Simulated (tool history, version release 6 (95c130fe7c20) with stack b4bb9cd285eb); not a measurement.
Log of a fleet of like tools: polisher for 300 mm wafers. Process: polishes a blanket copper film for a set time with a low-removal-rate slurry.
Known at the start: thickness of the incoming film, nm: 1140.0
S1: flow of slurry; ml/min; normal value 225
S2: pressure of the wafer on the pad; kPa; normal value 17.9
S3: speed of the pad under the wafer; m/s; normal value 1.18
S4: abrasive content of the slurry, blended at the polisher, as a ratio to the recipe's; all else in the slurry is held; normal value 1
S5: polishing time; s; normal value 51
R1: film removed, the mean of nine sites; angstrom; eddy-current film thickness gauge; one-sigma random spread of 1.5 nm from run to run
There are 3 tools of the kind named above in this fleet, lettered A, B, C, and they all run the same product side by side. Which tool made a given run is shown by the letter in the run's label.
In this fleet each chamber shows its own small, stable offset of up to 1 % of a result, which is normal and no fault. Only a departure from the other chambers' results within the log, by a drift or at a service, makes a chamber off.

run,hour,S1,S2,S3,S4,S5,R1
# hour 3.2: chamber B: slurry blender recalibrated
# hour 5.1: chamber C: worn pad replaced by a new one
1A,11.8,225,17.9,1.18,1,51,1661.4
# hour 14.8: chamber A: slurry blender recalibrated
2C,17.4,225,17.9,1.18,1,51,1689.1
# hour 19.1: chamber A: worn pad replaced by a new one
3B,22.9,225,17.9,1.18,1,51,1665.3
4A,35.3,225,17.9,1.18,1,51,1679.1
5C,42.9,225,17.9,1.18,1,51,1651.9
6B,53.8,225,17.9,1.18,1,51,1651
7A,66.1,225,17.9,1.18,1,51,1667.8
# hour 67.8: chamber B: worn pad replaced by a new one
8B,73.2,225,17.9,1.18,1,51,1663.8
9C,84.7,225,17.9,1.18,1,51,1663.9
# hour 90.9: chamber C: worn pad replaced by a new one
# hour 91.4: chamber A: worn pad replaced by a new one
10A,94.6,225,17.9,1.18,1,51,1677.5
11C,106.1,225,17.9,1.18,1,51,1688.2
12B,112.1,225,17.9,1.18,1,51,1636.5
13C,120.9,225,17.9,1.18,1,51,1668.9
# hour 123.1: chamber A: slurry blender recalibrated
14A,126.6,225,17.9,1.18,1,51,1666.8
15B,134.6,225,17.9,1.18,1,51,1642.4
16B,141.8,225,17.9,1.18,1,51,1656.9
17C,148,225,17.9,1.18,1,51,1670.1
18A,156.2,225,17.9,1.18,1,51,1693.4
19A,164.4,225,17.9,1.18,1,51,1663.7
# hour 165.5: chamber C: worn pad replaced by a new one
# hour 168: chamber A: worn pad replaced by a new one
# hour 170: chamber A: head pressure recalibrated
20C,173.8,225,17.9,1.18,1,51,1661.6
# hour 181.6: chamber B: head pressure recalibrated
21B,183.4,225,17.9,1.18,1,51,1460.2
# hour 187.5: chamber B: slurry blender recalibrated
# hour 188.2: chamber B: worn pad replaced by a new one
22B,193.7,225,17.9,1.18,1,51,1487.9
23C,205,225,17.9,1.18,1,51,1674.1
24A,212.5,225,17.9,1.18,1,51,1674.3
25C,224,225,17.9,1.18,1,51,1640.8
# hour 224.4: chamber C: slurry blender recalibrated
26B,232.6,225,17.9,1.18,1,51,1462.2
# hour 237.6: chamber A: slurry nozzle cleaned
# hour 238.5: chamber A: worn pad replaced by a new one
# hour 243.5: chamber C: worn pad replaced by a new one
# hour 244.5: chamber A: slurry blender recalibrated
27A,244.9,225,17.9,1.18,1,51,1656.1
28C,255.7,225,17.9,1.18,1,51,1673.3
29A,267,225,17.9,1.58,1,51,2217.4
30B,278.9,225,17.9,1.58,1,51,2022.3
31B,289.4,225,17.9,1.58,1,51,1977.6
# hour 291.9: chamber B: slurry nozzle cleaned
32A,295.2,225,17.9,1.18,1,51,1697.8
# hour 298.9: chamber C: slurry nozzle cleaned
33C,307.2,225,17.9,1.18,1,51,1660
34B,317.1,225,17.9,1.18,1,51,1479.6
# hour 317.5: chamber B: worn pad replaced by a new one
# hour 318.5: chamber A: worn pad replaced by a new one
# hour 318.9: chamber C: worn pad replaced by a new one
35A,324.1,225,17.9,1.18,1,51,1695.3
# hour 330.2: chamber B: slurry blender recalibrated
36C,334.9,255,17.9,1.18,1,51,1679.4
37B,342.2,255,17.9,1.18,1,51,1508.5
# hour 348.2: chamber A: slurry blender recalibrated
38A,351.1,255,17.9,1.18,1,51,1705.4
39C,363.4,225,17.9,1.18,1,51,1664
40B,371.3,225,17.9,1.18,1,51,1470.1
41A,377.6,225,17.9,1.18,1,51,1653.9
42C,388.7,225,17.9,1.18,1,51,1649.2
43A,400.9,225,17.9,1.18,1,51,1691.9
44B,407.9,225,17.9,1.18,1,51,1485.7

Has any chamber moved away from the others, gradually or after a service, or does the common gauge drift, or do the chambers differ only by their own small steady offsets? State the chamber and the most likely cause if one applies.

A service left chamber B off against the others.
Likeliest cause: head's pressure below its setpoint, % = 11.

Chamber B could run next with any of the 4 candidate recipes listed below; each alters the usual settings, and their results appear as question marks. Which one brings its results back in line with what the other chambers deliver on the usual settings?
A result is in line if it is within this distance of the other chambers' mean on the usual settings: R1 53 angstrom
45B-1,416.8,225,17.9,1.1,1,48,?
45B-2,416.8,225,17.9,1.18,1,48,?
45B-3,416.8,225,17.9,1.26,1,51,?
45B-4,416.8,225,18.6,1.22,1,53,?

What the other chambers average on the usual settings: R1 1669.6 angstrom
run,R1
45B-1,1296.9
45B-2,1392.7
45B-3,1581.6
45B-4,1651
45B-4 brings the chamber back in line.

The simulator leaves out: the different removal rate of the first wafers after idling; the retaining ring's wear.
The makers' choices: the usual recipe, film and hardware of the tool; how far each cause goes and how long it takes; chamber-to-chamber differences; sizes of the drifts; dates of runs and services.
